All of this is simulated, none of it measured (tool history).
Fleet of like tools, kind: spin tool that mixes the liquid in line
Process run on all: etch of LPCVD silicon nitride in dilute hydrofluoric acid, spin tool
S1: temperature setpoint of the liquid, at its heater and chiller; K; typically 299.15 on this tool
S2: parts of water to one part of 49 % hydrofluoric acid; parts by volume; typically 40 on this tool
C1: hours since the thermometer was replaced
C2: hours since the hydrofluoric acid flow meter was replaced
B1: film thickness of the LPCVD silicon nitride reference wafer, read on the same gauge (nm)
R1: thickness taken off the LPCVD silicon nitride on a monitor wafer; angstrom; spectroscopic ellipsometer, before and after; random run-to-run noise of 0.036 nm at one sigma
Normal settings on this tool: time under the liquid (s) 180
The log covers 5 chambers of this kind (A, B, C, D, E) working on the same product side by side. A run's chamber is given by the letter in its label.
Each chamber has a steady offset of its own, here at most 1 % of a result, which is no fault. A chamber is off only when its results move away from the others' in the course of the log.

Run 1A, hour 4.4: usual settings; C1 1556.2; C2 1136; B1 50.01. Result: R1 28.649 angstrom.
Run 2E, hour 11.3: usual settings; C1 23.1; C2 647.8; B1 49.957. Result: R1 27.982 angstrom.
Run 3C, hour 14.6: usual settings; C1 871.5; C2 197.3; B1 50.021. Result: R1 29.167 angstrom.
Run 4D, hour 19.5: usual settings; C1 160.9; C2 1486.5; B1 49.994. Result: R1 28.615 angstrom.
Run 5B, hour 22.9: usual settings; C1 956.3; C2 389.5; B1 49.985. Result: R1 28.542 angstrom.
Run 6B, hour 28.8: usual settings; C1 962.2; C2 395.4; B1 50.007. Result: R1 28.31 angstrom.
Run 7C, hour 32.6: usual settings; C1 889.5; C2 215.3; B1 49.992. Result: R1 29.167 angstrom.
At hour 36.9: chamber D: hydrofluoric acid flow meter replaced.
Run 8E, hour 37.2: usual settings; C1 49; C2 673.7; B1 49.959. Result: R1 28.384 angstrom.
Run 9A, hour 43.4: usual settings; C1 1595.2; C2 1175; B1 49.979. Result: R1 28.987 angstrom.
Run 10D, hour 47.5: usual settings but S1 303.15 K, S2 25 parts by volume; C1 188.9; C2 10.7; B1 50.012. Result: R1 58.938 angstrom.
Run 11E, hour 52.4: usual settings but S1 303.15 K, S2 25 parts by volume; C1 64.2; C2 688.9; B1 50.024. Result: R1 59.514 angstrom.
Run 12C, hour 55.7: usual settings but S1 303.15 K, S2 25 parts by volume; C1 912.6; C2 238.4; B1 50.015. Result: R1 60.711 angstrom.
Run 13D, hour 59.2: usual settings but S1 303.15 K, S2 25 parts by volume; C1 200.6; C2 22.4; B1 50.026. Result: R1 58.876 angstrom.
Run 14B, hour 63: usual settings but S1 303.15 K, S2 25 parts by volume; C1 996.4; C2 429.6; B1 50.029. Result: R1 59.794 angstrom.
Run 15A, hour 68.6: usual settings but S1 302.65 K; C1 1620.4; C2 1200.2; B1 49.99. Result: R1 36.679 angstrom.
Run 16D, hour 75.3: usual settings but S1 302.65 K; C1 216.7; C2 38.5; B1 50.011. Result: R1 35.168 angstrom.
Run 17B, hour 80.4: usual settings but S1 302.65 K; C1 1013.8; C2 447; B1 50.004. Result: R1 36.272 angstrom.
Run 18C, hour 85.7: usual settings but S1 302.65 K; C1 942.6; C2 268.4; B1 49.992. Result: R1 35.842 angstrom.
Run 19E, hour 91.6: usual settings but S1 302.65 K; C1 103.4; C2 728.1; B1 50.018. Result: R1 36.081 angstrom.
Run 20A, hour 95.7: usual settings but S1 295.65 K, time under the liquid (s) 95; C1 1647.5; C2 1227.3; B1 49.981. Result: R1 12.024 angstrom.
Run 21C, hour 102.5: usual settings but S1 295.65 K, time under the liquid (s) 95; C1 959.4; C2 285.2; B1 50.005. Result: R1 12.103 angstrom.
Run 22B, hour 107: usual settings but S1 295.65 K, time under the liquid (s) 95; C1 1040.4; C2 473.6; B1 50.009. Result: R1 11.957 angstrom.
Run 23E, hour 112.9: usual settings but S1 295.65 K, time under the liquid (s) 95; C1 124.7; C2 749.4; B1 49.971. Result: R1 12.081 angstrom.
Run 24D, hour 119.1: usual settings but S1 295.65 K, time under the liquid (s) 95; C1 260.5; C2 82.3; B1 50.02. Result: R1 12.174 angstrom.
Run 25A, hour 125.9: usual settings but S1 301.15 K; C1 1677.7; C2 1257.5; B1 50.019. Result: R1 33.334 angstrom.
Run 26B, hour 132.3: usual settings but S1 301.15 K; C1 1065.7; C2 498.9; B1 49.991. Result: R1 32.599 angstrom.
Run 27A, hour 135.8: usual settings but S1 301.15 K; C1 1687.6; C2 1267.4; B1 50.004. Result: R1 32.465 angstrom.
Run 28D, hour 138.9: usual settings but S1 301.15 K; C1 280.3; C2 102.1; B1 49.973. Result: R1 33.053 angstrom.
Run 29E, hour 145.5: usual settings but S1 301.15 K; C1 157.3; C2 782; B1 49.993. Result: R1 32.262 angstrom.
At hour 148: chamber B: hydrofluoric acid flow meter replaced.
Run 30C, hour 151.7: usual settings; C1 1008.6; C2 334.4; B1 50.047. Result: R1 29.089 angstrom.
Run 31E, hour 158.1: usual settings; C1 169.9; C2 794.6; B1 50.001. Result: R1 28.369 angstrom.
Run 32B, hour 161.9: usual settings but S1 296.65 K, time under the liquid (s) 140; C1 1095.3; C2 13.9; B1 50.004. Result: R1 18.994 angstrom.

All chambers now run identical settings, listed one chamber a line with results as question marks. What results will each chamber show?
Run 33A, hour 167: usual settings. Result: R1 ?.
Run 33B, hour 167: usual settings. Result: R1 ?.
Run 33C, hour 167: usual settings. Result: R1 ?.
Run 33D, hour 167: usual settings. Result: R1 ?.
Run 33E, hour 167: usual settings. Result: R1 ?.

run      R1
33A  29.371
33B  28.343
33C  28.901
33D  28.883
33E  28.677

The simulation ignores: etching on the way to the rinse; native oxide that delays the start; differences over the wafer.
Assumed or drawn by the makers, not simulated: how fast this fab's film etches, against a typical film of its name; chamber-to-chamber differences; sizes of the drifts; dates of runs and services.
